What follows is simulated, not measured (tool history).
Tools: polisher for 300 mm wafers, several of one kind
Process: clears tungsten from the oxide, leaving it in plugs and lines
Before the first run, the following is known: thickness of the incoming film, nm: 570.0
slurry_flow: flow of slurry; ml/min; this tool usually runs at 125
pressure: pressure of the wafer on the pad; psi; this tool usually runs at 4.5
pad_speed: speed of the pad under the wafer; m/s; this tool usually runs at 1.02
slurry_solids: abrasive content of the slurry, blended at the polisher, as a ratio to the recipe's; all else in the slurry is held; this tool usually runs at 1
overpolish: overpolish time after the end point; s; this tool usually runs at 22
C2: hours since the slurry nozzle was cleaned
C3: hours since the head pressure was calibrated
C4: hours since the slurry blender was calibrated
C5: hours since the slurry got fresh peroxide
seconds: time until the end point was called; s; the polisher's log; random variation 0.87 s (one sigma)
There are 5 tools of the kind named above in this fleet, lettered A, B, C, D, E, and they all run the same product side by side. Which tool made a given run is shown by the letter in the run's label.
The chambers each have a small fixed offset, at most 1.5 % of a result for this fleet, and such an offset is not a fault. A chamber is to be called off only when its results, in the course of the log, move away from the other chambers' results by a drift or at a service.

{"hour": 0.5, "done": "chamber E: slurry blender recalibrated"}
{"run": "1E", "hour": 7.4, "slurry_flow": 125, "pressure": 4.5, "pad_speed": 1.02, "slurry_solids": 1, "overpolish": 22, "wafers polished on this pad": 196, "C2": 92.1, "C3": 502.4, "C4": 7, "C5": 110.8, "seconds": 81.117}
{"run": "2A", "hour": 17.0, "slurry_flow": 125, "pressure": 4.5, "pad_speed": 1.02, "slurry_solids": 1, "overpolish": 22, "wafers polished on this pad": 529, "C2": 177.1, "C3": 736.6, "C4": 48.3, "C5": 37.2, "seconds": 83.145}
{"hour": 29.0, "done": "chamber C: slurry tank refilled with fresh slurry and peroxide"}
{"run": "3C", "hour": 29.5, "slurry_flow": 125, "pressure": 4.5, "pad_speed": 1.02, "slurry_solids": 1, "overpolish": 22, "wafers polished on this pad": 896, "C2": 198.5, "C3": 748.3, "C4": 48.3, "C5": 0.6, "seconds": 81.857}
{"hour": 30.0, "done": "chamber B: slurry tank refilled with fresh slurry and peroxide"}
{"run": "4B", "hour": 40.0, "slurry_flow": 125, "pressure": 4.5, "pad_speed": 1.02, "slurry_solids": 1, "overpolish": 22, "wafers polished on this pad": 587, "C2": 462.2, "C3": 1212.7, "C4": 114.9, "C5": 10, "seconds": 83.244}
{"hour": 43.2, "done": "chamber A: worn pad replaced by a new one"}
{"hour": 51.2, "done": "chamber D: slurry tank refilled with fresh slurry and peroxide"}
{"hour": 51.8, "done": "chamber A: slurry nozzle cleaned"}
{"run": "5D", "hour": 54.2, "slurry_flow": 100, "pressure": 4.5, "pad_speed": 1.02, "slurry_solids": 1, "overpolish": 22, "wafers polished on this pad": 708, "C2": 494.7, "C3": 363.2, "C4": 279.2, "C5": 3.1, "seconds": 87.058}
{"hour": 58.1, "done": "chamber B: worn pad replaced by a new one"}
{"hour": 64.1, "done": "chamber D: slurry blender recalibrated"}
{"run": "6E", "hour": 65.1, "slurry_flow": 100, "pressure": 4.5, "pad_speed": 1.02, "slurry_solids": 1, "overpolish": 22, "wafers polished on this pad": 835, "C2": 149.8, "C3": 560.1, "C4": 64.7, "C5": 168.5, "seconds": 84.52}
{"hour": 70.0, "done": "chamber D: worn pad replaced by a new one"}
{"run": "7B", "hour": 73.7, "slurry_flow": 100, "pressure": 4.5, "pad_speed": 1.02, "slurry_solids": 1, "overpolish": 22, "wafers polished on this pad": 172, "C2": 495.9, "C3": 1246.4, "C4": 148.6, "C5": 43.7, "seconds": 87.808}
{"hour": 78.2, "done": "chamber C: worn pad replaced by a new one"}
{"hour": 78.7, "done": "chamber E: worn pad replaced by a new one"}
{"run": "8D", "hour": 82.9, "slurry_flow": 100, "pressure": 4.5, "pad_speed": 1.02, "slurry_solids": 1, "overpolish": 22, "wafers polished on this pad": 142, "C2": 523.4, "C3": 391.9, "C4": 18.8, "C5": 31.8, "seconds": 85.787}
{"hour": 88.7, "done": "chamber C: slurry nozzle cleaned"}
{"run": "9C", "hour": 97.0, "slurry_flow": 100, "pressure": 4.5, "pad_speed": 1.02, "slurry_solids": 1, "overpolish": 22, "wafers polished on this pad": 209, "C2": 8.4, "C3": 815.8, "C4": 115.8, "C5": 68.1, "seconds": 87.784}
{"run": "10A", "hour": 104.6, "slurry_flow": 125, "pressure": 4.5, "pad_speed": 1.02, "slurry_solids": 1, "overpolish": 22, "wafers polished on this pad": 679, "C2": 52.8, "C3": 824.2, "C4": 135.9, "C5": 124.8, "seconds": 84.493}
{"hour": 109.3, "done": "chamber E: slurry tank refilled with fresh slurry and peroxide"}
{"hour": 111.9, "done": "chamber B: slurry blender recalibrated"}
{"run": "11C", "hour": 118.3, "slurry_flow": 125, "pressure": 4.5, "pad_speed": 1.02, "slurry_solids": 1, "overpolish": 22, "wafers polished on this pad": 444, "C2": 29.7, "C3": 837.1, "C4": 137.1, "C5": 89.4, "seconds": 83.954}
{"hour": 122.4, "done": "chamber A: worn pad replaced by a new one"}
{"hour": 123.0, "done": "chamber C: slurry blender recalibrated"}
{"hour": 123.7, "done": "chamber D: slurry tank refilled with fresh slurry and peroxide"}
{"run": "12A", "hour": 129.3, "slurry_flow": 125, "pressure": 4.5, "pad_speed": 1.02, "slurry_solids": 1, "overpolish": 22, "wafers polished on this pad": 76, "C2": 77.5, "C3": 848.9, "C4": 160.6, "C5": 149.5, "seconds": 83.567}
{"hour": 132.7, "done": "chamber B: worn pad replaced by a new one"}
{"hour": 132.7, "done": "chamber A: slurry blender recalibrated"}
{"hour": 137.7, "done": "chamber E: slurry nozzle cleaned"}
{"run": "13D", "hour": 139.1, "slurry_flow": 125, "pressure": 4.5, "pad_speed": 1.02, "slurry_solids": 1, "overpolish": 22, "wafers polished on this pad": 764, "C2": 579.6, "C3": 448.1, "C4": 75, "C5": 15.5, "seconds": 81.436}
{"hour": 143.2, "done": "chamber C: slurry tank refilled with fresh slurry and peroxide"}
{"run": "14B", "hour": 147.8, "slurry_flow": 125, "pressure": 4.5, "pad_speed": 1.02, "slurry_solids": 1, "overpolish": 22, "wafers polished on this pad": 167, "C2": 570, "C3": 1320.5, "C4": 36, "C5": 117.8, "seconds": 82.927}
{"hour": 154.6, "done": "chamber E: worn pad replaced by a new one"}
{"run": "15E", "hour": 155.4, "slurry_flow": 125, "pressure": 4.5, "pad_speed": 1.02, "slurry_solids": 1, "overpolish": 22, "wafers polished on this pad": 9, "C2": 17.7, "C3": 650.4, "C4": 155, "C5": 46.2, "seconds": 80.913}
{"hour": 162.8, "done": "chamber A: head pressure recalibrated"}
{"hour": 163.3, "done": "chamber D: worn pad replaced by a new one"}
{"run": "16D", "hour": 165.6, "slurry_flow": 125, "pressure": 4.5, "pad_speed": 1.02, "slurry_solids": 1, "overpolish": 22, "wafers polished on this pad": 25, "C2": 606.1, "C3": 474.6, "C4": 101.5, "C5": 42, "seconds": 81.3}
{"run": "17C", "hour": 173.1, "slurry_flow": 125, "pressure": 4.5, "pad_speed": 1.02, "slurry_solids": 1, "overpolish": 22, "wafers polished on this pad": 1051, "C2": 84.5, "C3": 891.9, "C4": 50.1, "C5": 29.9, "seconds": 84.005}
{"hour": 183.4, "done": "chamber C: worn pad replaced by a new one"}
{"run": "18E", "hour": 185.8, "slurry_flow": 125, "pressure": 4.5, "pad_speed": 1.02, "slurry_solids": 1, "overpolish": 22, "wafers polished on this pad": 346, "C2": 48.1, "C3": 680.8, "C4": 185.4, "C5": 76.6, "seconds": 80.617}
{"hour": 196.7, "done": "chamber B: slurry tank refilled with fresh slurry and peroxide"}
{"run": "19A", "hour": 196.7, "slurry_flow": 125, "pressure": 4.5, "pad_speed": 1.02, "slurry_solids": 1, "overpolish": 22, "wafers polished on this pad": 822, "C2": 144.9, "C3": 33.9, "C4": 64.1, "C5": 216.9, "seconds": 84.635}
{"hour": 197.4, "done": "chamber D: slurry nozzle cleaned"}
{"hour": 201.2, "done": "chamber A: worn pad replaced by a new one"}
{"run": "20B", "hour": 207.1, "slurry_flow": 125, "pressure": 4.5, "pad_speed": 1.02, "slurry_solids": 1, "overpolish": 22, "wafers polished on this pad": 824, "C2": 629.3, "C3": 1379.8, "C4": 95.3, "C5": 10.4, "seconds": 83.533}
{"run": "21A", "hour": 216.4, "slurry_flow": 125, "pressure": 4.5, "pad_speed": 1.02, "slurry_solids": 0.75, "overpolish": 31, "wafers polished on this pad": 169, "C2": 164.6, "C3": 53.6, "C4": 83.8, "C5": 236.6, "seconds": 92.293}
{"hour": 216.5, "done": "chamber D: slurry tank refilled with fresh slurry and peroxide"}
{"hour": 224.9, "done": "chamber B: worn pad replaced by a new one"}
{"run": "22E", "hour": 228.6, "slurry_flow": 125, "pressure": 4.5, "pad_speed": 1.02, "slurry_solids": 0.75, "overpolish": 31, "wafers polished on this pad": 820, "C2": 90.9, "C3": 723.6, "C4": 228.2, "C5": 119.4, "seconds": 85.823}
{"hour": 232.9, "done": "chamber E: worn pad replaced by a new one"}
{"run": "23B", "hour": 239.2, "slurry_flow": 125, "pressure": 4.5, "pad_speed": 1.02, "slurry_solids": 0.75, "overpolish": 31, "wafers polished on this pad": 158, "C2": 661.4, "C3": 1411.9, "C4": 127.4, "C5": 42.5, "seconds": 86.324}
{"hour": 239.4, "done": "chamber A: slurry nozzle cleaned"}
{"run": "24D", "hour": 249.1, "slurry_flow": 125, "pressure": 4.5, "pad_speed": 1.02, "slurry_solids": 0.75, "overpolish": 31, "wafers polished on this pad": 949, "C2": 51.8, "C3": 558.1, "C4": 185, "C5": 32.7, "seconds": 88.574}
{"hour": 249.8, "done": "chamber D: worn pad replaced by a new one"}
{"hour": 250.6, "done": "chamber C: slurry tank refilled with fresh slurry and peroxide"}
{"hour": 255.7, "done": "chamber D: head pressure recalibrated"}
{"run": "25C", "hour": 258.3, "slurry_flow": 125, "pressure": 4.5, "pad_speed": 1.02, "slurry_solids": 0.75, "overpolish": 31, "wafers polished on this pad": 829, "C2": 169.7, "C3": 977.1, "C4": 135.3, "C5": 7.8, "seconds": 87.769}
{"run": "26D", "hour": 269.1, "slurry_flow": 125, "pressure": 4.5, "pad_speed": 1.02, "slurry_solids": 1, "overpolish": 22, "wafers polished on this pad": 214, "C2": 71.8, "C3": 13.4, "C4": 205, "C5": 52.7, "seconds": 81.025}
{"hour": 275.2, "done": "chamber A: worn pad replaced by a new one"}
{"run": "27B", "hour": 276.4, "slurry_flow": 125, "pressure": 4.5, "pad_speed": 1.02, "slurry_solids": 1, "overpolish": 22, "wafers polished on this pad": 570, "C2": 698.6, "C3": 1449.1, "C4": 164.6, "C5": 79.7, "seconds": 83.965}
{"hour": 280.2, "done": "chamber B: slurry nozzle cleaned"}
{"run": "28E", "hour": 290.9, "slurry_flow": 125, "pressure": 4.5, "pad_speed": 1.02, "slurry_solids": 1, "overpolish": 22, "wafers polished on this pad": 642, "C2": 153.2, "C3": 785.9, "C4": 290.5, "C5": 181.7, "seconds": 81.026}
{"hour": 292.5, "done": "chamber C: slurry blender recalibrated"}
{"hour": 293.3, "done": "chamber A: slurry blender recalibrated"}
{"hour": 297.1, "done": "chamber B: worn pad replaced by a new one"}
{"run": "29A", "hour": 303.9, "slurry_flow": 125, "pressure": 3, "pad_speed": 1.02, "slurry_solids": 1, "overpolish": 14, "wafers polished on this pad": 318, "C2": 64.6, "C3": 141.1, "C4": 10.7, "C5": 324.1, "seconds": 132.47}
{"hour": 305.8, "done": "chamber B: slurry blender recalibrated"}
{"hour": 308.5, "done": "chamber D: slurry tank refilled with fresh slurry and peroxide"}
{"hour": 308.6, "done": "chamber E: worn pad replaced by a new one"}
{"hour": 311.4, "done": "chamber E: slurry tank refilled with fresh slurry and peroxide"}
{"run": "30C", "hour": 317.8, "slurry_flow": 125, "pressure": 3, "pad_speed": 1.02, "slurry_solids": 1, "overpolish": 14, "wafers polished on this pad": 1487, "C2": 229.2, "C3": 1036.6, "C4": 25.3, "C5": 67.3, "seconds": 124.19}
{"hour": 323.2, "done": "chamber C: worn pad replaced by a new one"}
{"run": "31B", "hour": 326.7, "slurry_flow": 125, "pressure": 3, "pad_speed": 1.02, "slurry_solids": 1, "overpolish": 14, "wafers polished on this pad": 328, "C2": 46.6, "C3": 1499.4, "C4": 21, "C5": 130, "seconds": 125.16}
{"run": "32E", "hour": 339.4, "slurry_flow": 125, "pressure": 3, "pad_speed": 1.02, "slurry_solids": 1, "overpolish": 14, "wafers polished on this pad": 341, "C2": 201.7, "C3": 834.4, "C4": 339, "C5": 28.1, "seconds": 122.68}
{"hour": 343.4, "done": "chamber D: worn pad replaced by a new one"}
{"run": "33A", "hour": 353.6, "slurry_flow": 125, "pressure": 3, "pad_speed": 1.02, "slurry_solids": 1, "overpolish": 14, "wafers polished on this pad": 868, "C2": 114.3, "C3": 190.8, "C4": 60.4, "C5": 373.8, "seconds": 134.9}
{"hour": 359.5, "done": "chamber D: slurry blender recalibrated"}
{"hour": 360.6, "done": "chamber C: slurry nozzle cleaned"}
{"run": "34C", "hour": 365.1, "slurry_flow": 125, "pressure": 4.5, "pad_speed": 1.02, "slurry_solids": 1, "overpolish": 22, "wafers polished on this pad": 464, "C2": 4.6, "C3": 1083.9, "C4": 72.6, "C5": 114.6, "seconds": 84.703}
{"run": "35D", "hour": 377.4, "slurry_flow": 90, "pressure": 4.5, "pad_speed": 0.86, "slurry_solids": 1, "overpolish": 22, "wafers polished on this pad": 377, "C2": 180.1, "C3": 121.7, "C4": 17.9, "C5": 69, "seconds": 105.1}
{"hour": 377.9, "done": "chamber E: slurry nozzle cleaned"}
{"hour": 379.1, "done": "chamber D: slurry tank refilled with fresh slurry and peroxide"}
{"hour": 383.8, "done": "chamber C: slurry tank refilled with fresh slurry and peroxide"}
{"run": "36E", "hour": 385.4, "slurry_flow": 90, "pressure": 4.5, "pad_speed": 0.86, "slurry_solids": 1, "overpolish": 22, "wafers polished on this pad": 850, "C2": 7.5, "C3": 880.4, "C4": 385, "C5": 74.1, "seconds": 104.98}
{"run": "37C", "hour": 400.3, "slurry_flow": 90, "pressure": 4.5, "pad_speed": 0.86, "slurry_solids": 1, "overpolish": 22, "wafers polished on this pad": 854, "C2": 39.8, "C3": 1119.1, "C4": 107.8, "C5": 16.5, "seconds": 106.65}
{"run": "38D", "hour": 409.6, "slurry_flow": 90, "pressure": 4.5, "pad_speed": 0.86, "slurry_solids": 1, "overpolish": 22, "wafers polished on this pad": 733, "C2": 212.3, "C3": 153.9, "C4": 50.1, "C5": 30.5, "seconds": 104.64}

Next, every chamber runs the same settings. What will each give?
{"run": "39A", "hour": 421.0, "slurry_flow": 125, "pressure": 4.5, "pad_speed": 1.02, "slurry_solids": 1, "overpolish": 22, "seconds": "?"}
{"run": "39B", "hour": 421.0, "slurry_flow": 125, "pressure": 4.5, "pad_speed": 1.02, "slurry_solids": 1, "overpolish": 22, "seconds": "?"}
{"run": "39C", "hour": 421.0, "slurry_flow": 125, "pressure": 4.5, "pad_speed": 1.02, "slurry_solids": 1, "overpolish": 22, "seconds": "?"}
{"run": "39D", "hour": 421.0, "slurry_flow": 125, "pressure": 4.5, "pad_speed": 1.02, "slurry_solids": 1, "overpolish": 22, "seconds": "?"}
{"run": "39E", "hour": 421.0, "slurry_flow": 125, "pressure": 4.5, "pad_speed": 1.02, "slurry_solids": 1, "overpolish": 22, "seconds": "?"}

run=39A seconds=94.045
run=39B seconds=82.616
run=39C seconds=83.434
run=39D seconds=82.687
run=39E seconds=83.044

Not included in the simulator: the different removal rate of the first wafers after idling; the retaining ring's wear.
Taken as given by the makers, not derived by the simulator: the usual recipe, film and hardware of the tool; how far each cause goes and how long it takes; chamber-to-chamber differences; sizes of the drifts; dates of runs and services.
